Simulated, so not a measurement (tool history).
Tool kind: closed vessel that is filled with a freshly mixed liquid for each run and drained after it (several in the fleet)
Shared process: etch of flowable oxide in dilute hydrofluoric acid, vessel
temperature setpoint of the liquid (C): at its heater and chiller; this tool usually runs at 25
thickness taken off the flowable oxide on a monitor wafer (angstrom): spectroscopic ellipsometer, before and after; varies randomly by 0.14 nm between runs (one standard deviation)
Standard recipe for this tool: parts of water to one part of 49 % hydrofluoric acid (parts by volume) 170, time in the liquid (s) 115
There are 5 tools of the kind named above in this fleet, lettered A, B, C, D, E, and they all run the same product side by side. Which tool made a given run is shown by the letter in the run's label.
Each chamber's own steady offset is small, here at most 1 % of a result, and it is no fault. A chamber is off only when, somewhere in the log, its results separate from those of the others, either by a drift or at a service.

run	hour	temperature setpoint of the liquid (C)	parts of water to one part of 49 % hydrofluoric acid (parts by volume)	time in the liquid (s)	hours since the thermometer was replaced	hours since the hydrofluoric acid flow meter was replaced	read-back film thickness of the flowable oxide reference wafer, read on the same gauge (nm)	thickness taken off the flowable oxide on a monitor wafer (angstrom)
1D	12.7	25	170	115	1207.8	1097.5	109.96	173.18
2C	22	25	170	115	177.4	384.3	109.95	174.68
3A	32.9	25	170	115	538.4	403.9	109.99	173.37
4E	44	25	170	115	669	1460.7	109.98	176.28
5B	51.2	25	170	115	196.1	1404	110.04	173.31
6C	59.9	25	170	115	215.3	422.2	110.04	175.87
7B	68.1	25	170	115	213	1420.9	109.97	172.79
8A	81	25	170	115	586.5	452	110	174.78
9E	87.5	25	170	115	712.5	1504.2	109.99	173.42
10D	93.7	25	170	115	1288.8	1178.5	110.03	171
11A	103.2	25	170	115	608.7	474.2	110.03	173.57
12E	117.5	25	170	115	742.5	1534.2	109.99	175.66
13B	127.9	25	170	115	272.8	1480.7	109.96	176.64
# hour 130.4: chamber D: hydrofluoric acid flow meter replaced
14C	135.1	25	170	115	290.5	497.4	110	175.77
15D	142.1	25	170	115	1337.2	11.7	110	171.35
16E	148.7	25	170	115	773.7	1565.4	109.99	174.1
17D	159.6	25	170	115	1354.7	29.2	110	173.03
18A	171.3	25	170	115	676.8	542.3	110.02	172.98
19C	183.8	25	170	115	339.2	546.1	109.99	179.78
20B	191.5	25	170	115	336.4	1544.3	110.01	176.12
# hour 195.5: chamber A: hydrofluoric acid flow meter replaced
21A	202.5	25	170	115	708	7	109.99	172.31
22D	213.8	25	170	115	1408.9	83.4	109.96	170.89
23B	224.4	25	170	115	369.3	1577.2	110.03	173.05
24E	236.7	25	170	115	861.7	1653.4	110.02	173.8
25C	245.3	25	170	115	400.7	607.6	110.01	185.8
26C	255.9	25	170	115	411.3	618.2	109.98	184.42
27B	267.1	25	170	115	412	1619.9	110.01	175.07
28E	279.9	25	170	115	904.9	1696.6	110.04	172.63
29A	288.2	25	170	115	793.7	92.7	110.01	174.03
30D	298.9	25	170	115	1494	168.5	110.04	172.73
31C	305.6	25	170	115	461	667.9	110.03	192.24

Which is it: a chamber that has drifted or been left off by a service, a gauge drift common to all chambers, or only each chamber's usual small offset? If a chamber is off, name it and its likeliest cause.

Chamber C drifts away from the others.
What lies behind it: hydrofluoric acid flow above the setpoint (%) = 8.1.
From this log alone, it may not be told apart from: liquid hotter than its thermometer reads (K).

Which of the 4 candidates below, each the usual settings with something changed and its results left as question marks, puts chamber C back in line with what the other chambers give on the usual settings?
Maximum distance from the other chambers' mean on the usual settings for a result to count as in line: thickness taken off the flowable oxide on a monitor wafer (angstrom) 5
32C-1	315.8	27.5	170	115				?
32C-2	315.8	25	185	105				?
32C-3	315.8	25	185	115				?
32C-4	315.8	30.5	170	115				?

The mean the other chambers reach with the usual settings: thickness taken off the flowable oxide on a monitor wafer (angstrom) 173.94
run	thickness taken off the flowable oxide on a monitor wafer (angstrom)
32C-1	209.57
32C-2	157.79
32C-3	172.82
32C-4	233.23
32C-3 is the one that brings the chamber's results back in line with the other chambers.

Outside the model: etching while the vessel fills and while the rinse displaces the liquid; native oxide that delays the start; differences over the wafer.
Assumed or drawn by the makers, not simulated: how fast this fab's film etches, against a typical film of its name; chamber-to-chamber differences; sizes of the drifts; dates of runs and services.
